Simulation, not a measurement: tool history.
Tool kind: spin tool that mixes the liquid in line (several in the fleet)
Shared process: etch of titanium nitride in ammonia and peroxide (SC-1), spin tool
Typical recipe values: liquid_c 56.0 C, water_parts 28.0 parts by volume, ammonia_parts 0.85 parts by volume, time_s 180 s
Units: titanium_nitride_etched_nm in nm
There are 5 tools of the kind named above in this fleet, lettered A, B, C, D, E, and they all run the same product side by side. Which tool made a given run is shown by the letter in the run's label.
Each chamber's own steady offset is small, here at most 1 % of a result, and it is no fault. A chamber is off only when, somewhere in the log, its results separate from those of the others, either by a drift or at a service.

run,hour,liquid_c,water_parts,ammonia_parts,time_s,"read-back film thickness of the titanium nitride reference wafer, read on the same gauge (nm)",titanium_nitride_etched_nm
1D,6.4,56.0,28.0,0.85,180,140.01,6.6533
2B,17.5,56.0,28.0,0.85,180,140.03,6.6683
3E,26.8,56.0,28.0,0.85,180,140.04,6.6990
# hour 27.2: chamber A: heated supply line repaired
4C,33.3,56.0,28.0,0.85,180,139.98,6.7356
5A,43.0,56.0,28.0,0.85,180,140.02,6.6837
6B,51.6,56.0,18.5,1.10,180,140.03,8.9402
7A,59.1,56.0,18.5,1.10,180,140.00,8.8855
8D,70.6,56.0,18.5,1.10,180,139.98,8.7573
9C,78.3,56.0,18.5,1.10,180,139.99,8.9090
10E,90.1,56.0,18.5,1.10,180,139.98,8.8188
11C,100.7,56.0,28.0,0.85,180,140.03,6.7452
12E,111.5,56.0,38.0,0.85,180,140.06,5.6409
13D,119.8,56.0,38.0,0.85,180,139.99,5.5982
14A,130.7,56.0,38.0,0.85,180,140.04,5.6563
15B,137.1,56.0,38.0,0.85,180,140.00,5.6388
16B,143.7,56.0,38.0,0.85,180,140.01,5.6638
17C,151.4,56.0,28.0,0.85,180,140.03,6.6372
18E,161.3,56.0,28.0,0.85,180,140.02,6.6828
19A,171.7,56.0,28.0,0.85,180,140.01,6.7490
20D,179.8,56.0,28.0,0.85,180,139.99,6.6461
21D,191.0,48.5,32.5,0.85,180,140.01,3.6685
22A,200.6,48.5,32.5,0.85,180,139.96,3.6787
23E,206.1,48.5,32.5,0.85,180,140.04,3.6610
24B,212.4,48.5,32.5,0.85,180,140.00,3.6957
# hour 212.8: chamber D: thermometer replaced
25C,220.1,48.5,32.5,0.85,180,140.01,3.6119
26E,225.4,56.0,28.0,0.85,180,139.99,6.7190
27C,234.8,56.0,28.0,0.85,180,139.98,6.5014
28B,241.8,56.0,28.0,0.85,180,139.93,6.6675
29D,249.9,56.0,28.0,0.85,180,139.99,6.6722
30A,258.2,56.0,28.0,0.85,180,140.00,6.7134
31A,265.0,56.0,28.0,0.85,180,140.03,6.6575
32C,272.5,56.0,28.0,0.85,180,139.96,6.5426
33E,277.9,56.0,28.0,0.85,180,140.01,6.6202
34B,286.6,56.0,28.0,0.85,180,139.99,6.7230
35D,297.2,56.0,28.0,0.85,180,139.96,6.6586
36B,303.0,56.0,28.0,0.85,180,139.99,6.7357
37E,312.9,56.0,35.0,0.85,80,139.98,2.6226

For the next run the whole fleet of 5 chambers uses the same settings. Give each chamber's results:
38A,321.4,56.0,28.0,0.85,180,,?
38B,321.4,56.0,28.0,0.85,180,,?
38C,321.4,56.0,28.0,0.85,180,,?
38D,321.4,56.0,28.0,0.85,180,,?
38E,321.4,56.0,28.0,0.85,180,,?

run,titanium_nitride_etched_nm
38A,6.7000
38B,6.6184
38C,6.3598
38D,6.6658
38E,6.6559

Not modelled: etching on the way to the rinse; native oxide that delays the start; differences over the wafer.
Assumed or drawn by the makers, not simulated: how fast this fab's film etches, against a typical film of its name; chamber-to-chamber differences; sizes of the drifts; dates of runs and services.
